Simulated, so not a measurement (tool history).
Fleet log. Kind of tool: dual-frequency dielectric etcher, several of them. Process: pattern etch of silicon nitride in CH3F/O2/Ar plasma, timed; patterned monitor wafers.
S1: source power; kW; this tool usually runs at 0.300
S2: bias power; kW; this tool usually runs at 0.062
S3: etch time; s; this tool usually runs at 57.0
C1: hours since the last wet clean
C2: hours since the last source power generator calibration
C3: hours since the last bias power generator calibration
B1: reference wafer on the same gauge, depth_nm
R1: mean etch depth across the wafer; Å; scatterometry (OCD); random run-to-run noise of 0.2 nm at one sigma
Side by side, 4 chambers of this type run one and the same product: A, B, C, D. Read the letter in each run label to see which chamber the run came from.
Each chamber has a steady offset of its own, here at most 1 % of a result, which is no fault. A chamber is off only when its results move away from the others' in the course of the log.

Run 1D, hour 6.3: usual settings; C1 136.9; C2 1695.0; C3 251.0; B1 35.788. Result: R1 340.05 Å.
Run 2A, hour 11.1: usual settings; C1 559.4; C2 2112.5; C3 1318.7; B1 35.792. Result: R1 339.92 Å.
Run 3B, hour 14.7: usual settings; C1 218.3; C2 2499.5; C3 1044.1; B1 35.805. Result: R1 343.02 Å.
Run 4C, hour 20.8: usual settings; C1 414.7; C2 2074.6; C3 584.0; B1 35.783. Result: R1 338.32 Å.
Run 5B, hour 26.4: usual settings; C1 230.0; C2 2511.2; C3 1055.8; B1 35.816. Result: R1 339.53 Å.
Run 6C, hour 30.0: usual settings; C1 423.9; C2 2083.8; C3 593.2; B1 35.821. Result: R1 336.59 Å.
Run 7D, hour 34.2: usual settings; C1 164.8; C2 1722.9; C3 278.9; B1 35.756. Result: R1 342.33 Å.
Run 8A, hour 37.4: usual settings but S2 0.068 kW; C1 585.7; C2 2138.8; C3 1345.0; B1 35.799. Result: R1 350.16 Å.
Run 9A, hour 43.4: usual settings but S2 0.068 kW; C1 591.7; C2 2144.8; C3 1351.0; B1 35.774. Result: R1 348.96 Å.
Run 10C, hour 49.3: usual settings but S2 0.068 kW; C1 443.2; C2 2103.1; C3 612.5; B1 35.823. Result: R1 344.14 Å.
Run 11B, hour 53.4: usual settings but S2 0.068 kW; C1 257.0; C2 2538.2; C3 1082.8; B1 35.737. Result: R1 347.48 Å.
Run 12D, hour 57.4: usual settings; C1 188.0; C2 1746.1; C3 302.1; B1 35.762. Result: R1 335.94 Å.
Run 13B, hour 61.3: usual settings; C1 264.9; C2 2546.1; C3 1090.7; B1 35.796. Result: R1 336.00 Å.
Run 14D, hour 64.4: usual settings; C1 195.0; C2 1753.1; C3 309.1; B1 35.789. Result: R1 340.77 Å.
Run 15A, hour 70.3: usual settings; C1 618.6; C2 2171.7; C3 1377.9; B1 35.787. Result: R1 339.93 Å.
Run 16C, hour 75.5: usual settings; C1 469.4; C2 2129.3; C3 638.7; B1 35.752. Result: R1 335.51 Å.
Run 17C, hour 78.7: usual settings; C1 472.6; C2 2132.5; C3 641.9; B1 35.744. Result: R1 335.34 Å.
Run 18A, hour 81.8: usual settings; C1 630.1; C2 2183.2; C3 1389.4; B1 35.810. Result: R1 342.14 Å.
Run 19B, hour 85.0: usual settings; C1 288.6; C2 2569.8; C3 1114.4; B1 35.811. Result: R1 330.45 Å.
Run 20D, hour 91.2: usual settings; C1 221.8; C2 1779.9; C3 335.9; B1 35.816. Result: R1 340.33 Å.
Run 21C, hour 94.2: usual settings; C1 488.1; C2 2148.0; C3 657.4; B1 35.782. Result: R1 336.46 Å.
Run 22A, hour 99.8: usual settings; C1 648.1; C2 2201.2; C3 1407.4; B1 35.782. Result: R1 339.42 Å.
Run 23D, hour 104.9: usual settings; C1 235.5; C2 1793.6; C3 349.6; B1 35.816. Result: R1 343.80 Å.
Run 24B, hour 111.0: usual settings; C1 314.6; C2 2595.8; C3 1140.4; B1 35.806. Result: R1 324.94 Å.
Run 25D, hour 116.9: usual settings; C1 247.5; C2 1805.6; C3 361.6; B1 35.800. Result: R1 339.63 Å.
Run 26B, hour 120.0: usual settings; C1 323.6; C2 2604.8; C3 1149.4; B1 35.758. Result: R1 328.39 Å.
Run 27A, hour 124.9: usual settings but S3 63.5 s; C1 673.2; C2 2226.3; C3 1432.5; B1 35.789. Result: R1 381.37 Å.
At hour 128.8: chamber C: wet clean of the chamber.
At hour 129.1: chamber A: wet clean of the chamber.
Run 28C, hour 130.1: usual settings but S3 63.5 s; C1 1.3; C2 2183.9; C3 693.3; B1 35.836. Result: R1 373.79 Å.
Run 29A, hour 134.8: usual settings but S3 63.5 s; C1 5.7; C2 2236.2; C3 1442.4; B1 35.854. Result: R1 378.69 Å.
Run 30D, hour 137.6: usual settings but S3 63.5 s; C1 268.2; C2 1826.3; C3 382.3; B1 35.801. Result: R1 380.60 Å.
Run 31C, hour 141.7: usual settings; C1 12.9; C2 2195.5; C3 704.9; B1 35.838. Result: R1 335.46 Å.
Run 32B, hour 147.8: usual settings; C1 351.4; C2 2632.6; C3 1177.2; B1 35.786. Result: R1 322.80 Å.
Run 33B, hour 151.1: usual settings; C1 354.7; C2 2635.9; C3 1180.5; B1 35.767. Result: R1 324.30 Å.

Predict what each chamber gives when all 4 of them run the settings below next.
Run 34A, hour 155.6: usual settings but S1 0.340 kW. Result: R1 ?.
Run 34B, hour 155.6: usual settings but S1 0.340 kW. Result: R1 ?.
Run 34C, hour 155.6: usual settings but S1 0.340 kW. Result: R1 ?.
Run 34D, hour 155.6: usual settings but S1 0.340 kW. Result: R1 ?.

run      R1
34A  355.95
34B  337.36
34C  353.48
34D  357.07

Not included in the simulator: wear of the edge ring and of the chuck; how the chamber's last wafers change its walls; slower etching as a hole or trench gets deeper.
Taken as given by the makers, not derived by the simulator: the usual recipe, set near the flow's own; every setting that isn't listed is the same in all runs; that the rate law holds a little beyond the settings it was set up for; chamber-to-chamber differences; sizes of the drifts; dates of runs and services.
